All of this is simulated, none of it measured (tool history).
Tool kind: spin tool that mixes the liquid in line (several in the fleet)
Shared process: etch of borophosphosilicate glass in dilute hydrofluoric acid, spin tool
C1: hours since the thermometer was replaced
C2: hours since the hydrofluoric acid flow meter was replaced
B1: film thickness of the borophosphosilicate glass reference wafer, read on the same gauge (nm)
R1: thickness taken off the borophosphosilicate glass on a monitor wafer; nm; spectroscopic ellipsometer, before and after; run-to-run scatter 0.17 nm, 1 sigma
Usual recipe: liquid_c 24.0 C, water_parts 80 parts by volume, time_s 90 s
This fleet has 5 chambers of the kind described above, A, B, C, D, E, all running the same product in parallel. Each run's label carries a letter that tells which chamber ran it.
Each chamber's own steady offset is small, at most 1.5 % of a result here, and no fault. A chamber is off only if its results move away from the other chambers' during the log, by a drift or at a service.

Run 1E, hour 3.8: usual settings; C1 820.8; C2 829.5; B1 49.996. Result: R1 39.504 nm.
Run 2A, hour 7.4: usual settings; C1 628.0; C2 607.2; B1 49.981. Result: R1 39.310 nm.
Run 3B, hour 10.5: usual settings; C1 262.7; C2 1084.7; B1 49.996. Result: R1 39.398 nm.
Run 4C, hour 15.4: usual settings; C1 22.0; C2 955.4; B1 50.016. Result: R1 39.136 nm.
Run 5D, hour 18.0: usual settings but liquid_c 21.0 C, time_s 60 s; C1 1277.9; C2 445.6; B1 50.003. Result: R1 23.489 nm.
Run 6B, hour 21.9: usual settings but liquid_c 21.0 C, time_s 60 s; C1 274.1; C2 1096.1; B1 50.019. Result: R1 23.318 nm.
Run 7A, hour 25.5: usual settings but liquid_c 21.0 C, time_s 60 s; C1 646.1; C2 625.3; B1 50.000. Result: R1 23.378 nm.
Run 8E, hour 31.0: usual settings but liquid_c 21.0 C, time_s 60 s; C1 848.0; C2 856.7; B1 50.027. Result: R1 23.270 nm.
Run 9C, hour 34.8: usual settings but liquid_c 21.0 C, time_s 60 s; C1 41.4; C2 974.8; B1 50.024. Result: R1 23.050 nm.
Run 10D, hour 38.5: usual settings; C1 1298.4; C2 466.1; B1 50.022. Result: R1 39.651 nm.
Run 11A, hour 42.2: usual settings; C1 662.8; C2 642.0; B1 49.992. Result: R1 39.376 nm.
Run 12D, hour 45.0: usual settings; C1 1304.9; C2 472.6; B1 50.047. Result: R1 39.600 nm.
Run 13E, hour 50.1: usual settings but water_parts 65 parts by volume, time_s 70 s; C1 867.1; C2 875.8; B1 50.031. Result: R1 38.185 nm.
Run 14C, hour 55.8: usual settings but water_parts 65 parts by volume, time_s 70 s; C1 62.4; C2 995.8; B1 49.951. Result: R1 38.403 nm.
Run 15B, hour 59.8: usual settings but water_parts 65 parts by volume, time_s 70 s; C1 312.0; C2 1134.0; B1 50.003. Result: R1 38.674 nm.
Run 16E, hour 65.5: usual settings but water_parts 65 parts by volume, time_s 70 s; C1 882.5; C2 891.2; B1 49.964. Result: R1 39.151 nm.
Run 17C, hour 68.4: usual settings but water_parts 65 parts by volume, time_s 70 s; C1 75.0; C2 1008.4; B1 49.976. Result: R1 38.354 nm.
Run 18A, hour 73.3: usual settings; C1 693.9; C2 673.1; B1 49.986. Result: R1 39.458 nm.
Run 19B, hour 77.6: usual settings; C1 329.8; C2 1151.8; B1 49.986. Result: R1 39.470 nm.
Run 20D, hour 81.9: usual settings; C1 1341.8; C2 509.5; B1 50.027. Result: R1 39.977 nm.
Run 21B, hour 85.7: usual settings; C1 337.9; C2 1159.9; B1 49.976. Result: R1 39.376 nm.
Run 22D, hour 90.0: usual settings but liquid_c 21.5 C; C1 1349.9; C2 517.6; B1 50.036. Result: R1 35.805 nm.
Run 23C, hour 94.9: usual settings but liquid_c 21.5 C; C1 101.5; C2 1034.9; B1 49.989. Result: R1 35.225 nm.
Run 24E, hour 100.5: usual settings but liquid_c 21.5 C; C1 917.5; C2 926.2; B1 50.014. Result: R1 36.800 nm.
Run 25A, hour 105.6: usual settings but liquid_c 21.5 C; C1 726.2; C2 705.4; B1 49.997. Result: R1 35.661 nm.
Run 26B, hour 108.8: usual settings but liquid_c 21.5 C; C1 361.0; C2 1183.0; B1 49.997. Result: R1 35.540 nm.
Run 27E, hour 112.1: usual settings; C1 929.1; C2 937.8; B1 49.940. Result: R1 40.927 nm.
Run 28C, hour 116.6: usual settings; C1 123.2; C2 1056.6; B1 49.981. Result: R1 39.153 nm.
Run 29A, hour 119.2: usual settings; C1 739.8; C2 719.0; B1 50.000. Result: R1 39.378 nm.
Run 30D, hour 124.7: usual settings; C1 1384.6; C2 552.3; B1 49.992. Result: R1 39.689 nm.
At hour 129.8: chamber D: hydrofluoric acid flow meter replaced.
Run 31B, hour 130.0: usual settings; C1 382.2; C2 1204.2; B1 50.006. Result: R1 39.573 nm.
Run 32E, hour 135.7: usual settings; C1 952.7; C2 961.4; B1 49.987. Result: R1 41.630 nm.
Run 33C, hour 139.1: usual settings; C1 145.7; C2 1079.1; B1 49.976. Result: R1 39.248 nm.
Run 34D, hour 144.9: usual settings; C1 1404.8; C2 15.1; B1 50.011. Result: R1 39.589 nm.
Run 35A, hour 148.7: usual settings but water_parts 110 parts by volume, time_s 130 s; C1 769.3; C2 748.5; B1 50.039. Result: R1 39.866 nm.

For the next run the whole fleet of 5 chambers uses the same settings. Give each chamber's results:
Run 36A, hour 153.0: usual settings but time_s 45 s. Result: R1 ?.
Run 36B, hour 153.0: usual settings but time_s 45 s. Result: R1 ?.
Run 36C, hour 153.0: usual settings but time_s 45 s. Result: R1 ?.
Run 36D, hour 153.0: usual settings but time_s 45 s. Result: R1 ?.
Run 36E, hour 153.0: usual settings but time_s 45 s. Result: R1 ?.

run      R1
36A  19.770
36B  19.700
36C  19.659
36D  19.954
36E  20.924

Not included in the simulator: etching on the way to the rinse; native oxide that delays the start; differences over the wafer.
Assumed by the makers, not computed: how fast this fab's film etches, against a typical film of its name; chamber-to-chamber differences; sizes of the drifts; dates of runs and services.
